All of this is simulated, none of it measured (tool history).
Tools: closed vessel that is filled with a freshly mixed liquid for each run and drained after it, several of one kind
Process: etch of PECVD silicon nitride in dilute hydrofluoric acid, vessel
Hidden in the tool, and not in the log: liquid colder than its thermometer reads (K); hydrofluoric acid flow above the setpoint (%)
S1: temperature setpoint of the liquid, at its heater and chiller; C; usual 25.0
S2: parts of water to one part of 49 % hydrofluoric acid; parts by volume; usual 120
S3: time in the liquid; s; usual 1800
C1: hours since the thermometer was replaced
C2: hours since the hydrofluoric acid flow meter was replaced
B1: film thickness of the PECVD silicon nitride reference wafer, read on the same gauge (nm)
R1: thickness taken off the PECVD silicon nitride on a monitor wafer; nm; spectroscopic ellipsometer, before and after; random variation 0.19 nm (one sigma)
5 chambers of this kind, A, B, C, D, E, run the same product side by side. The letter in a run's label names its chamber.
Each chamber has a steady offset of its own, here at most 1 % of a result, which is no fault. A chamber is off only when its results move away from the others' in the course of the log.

run,hour,S1,S2,S3,C1,C2,B1,R1
1B,8.5,25.0,120,1800,691.7,34.5,50.020,33.963
2E,17.1,25.0,120,1800,22.1,310.7,49.983,34.235
3D,27.9,25.0,120,1800,1675.7,675.8,50.014,33.680
4A,40.9,25.0,120,1800,750.8,419.1,50.009,33.651
5C,53.8,25.0,120,1800,782.8,1364.5,49.996,33.963
6B,60.8,25.0,120,1800,744.0,86.8,50.017,33.937
7E,69.1,25.0,120,1800,74.1,362.7,49.989,34.413
8A,83.9,25.0,120,1800,793.8,462.1,50.021,33.692
9D,95.3,25.0,120,1800,1743.1,743.2,50.016,33.724
10C,102.6,25.0,120,1800,831.6,1413.3,50.031,34.246
11E,110.7,25.0,120,1800,115.7,404.3,50.002,34.316
12D,122.1,28.0,85,1800,1769.9,770.0,50.031,57.445
13C,130.5,28.0,85,1800,859.5,1441.2,49.977,57.903
14A,142.9,28.0,85,1800,852.8,521.1,50.007,58.318
15B,150.7,28.0,85,1800,833.9,176.7,50.027,58.511
16B,160.3,28.0,85,1800,843.5,186.3,49.995,58.554
17C,169.7,25.0,120,1800,898.7,1480.4,50.006,33.994
18A,181.2,25.0,120,1800,891.1,559.4,49.992,33.711
19D,188.4,25.0,60,815,1836.2,836.3,50.036,30.770
20E,203.2,25.0,60,815,208.2,496.8,49.984,31.085
21D,214.5,25.0,60,815,1862.3,862.4,49.972,30.851
22C,225.7,25.0,60,815,954.7,1536.4,49.991,30.468
23E,236.5,25.0,60,815,241.5,530.1,49.984,31.177
24B,245.6,25.0,120,1800,928.8,271.6,50.003,34.088
25A,253.5,25.0,120,1800,963.4,631.7,49.998,33.797
# hour 253.7: chamber A: thermometer replaced
26D,269.2,21.5,120,1800,1917.0,917.1,50.026,28.182
27E,280.9,21.5,120,1800,285.9,574.5,50.028,27.192
28B,293.6,21.5,120,1800,976.8,319.6,49.989,27.339
29A,303.4,21.5,120,1800,49.8,681.6,50.004,27.319
30C,314.7,21.5,120,1800,1043.7,1625.4,49.990,27.110
31B,325.9,25.0,120,1800,1009.1,351.9,49.974,34.311
32A,337.6,25.0,120,1800,84.0,715.8,49.978,33.854
33C,351.8,25.0,120,1800,1080.8,1662.5,49.961,34.158
34E,365.3,25.0,120,1800,370.3,658.9,50.003,34.299

Is one chamber off against the others, does the gauge drift, or is nothing wrong? If a chamber is off, say which, and what the likeliest cause is.

Chamber D drifts away from the others.
Cause: hydrofluoric acid flow above the setpoint (%) = 7.56.
The log may not tell that from: liquid hotter than its thermometer reads (K).

Here are 4 candidates for chamber D's next run, each the usual settings with a change, their results left as question marks. Which one brings its results back in line with what the others give on the usual settings?
In line means no further than this from the other chambers' mean on the usual settings: R1 0.660 nm
35D-1,376.8,24.5,120,1800,,,,?
35D-2,376.8,25.0,120,1855,,,,?
35D-3,376.8,25.0,125,1745,,,,?
35D-4,376.8,26.0,120,1800,,,,?

The other chambers' mean on the usual settings: R1 34.136 nm
run,R1
35D-1,35.325
35D-2,37.585
35D-3,33.974
35D-4,38.886
35D-3 brings the chamber back in line.
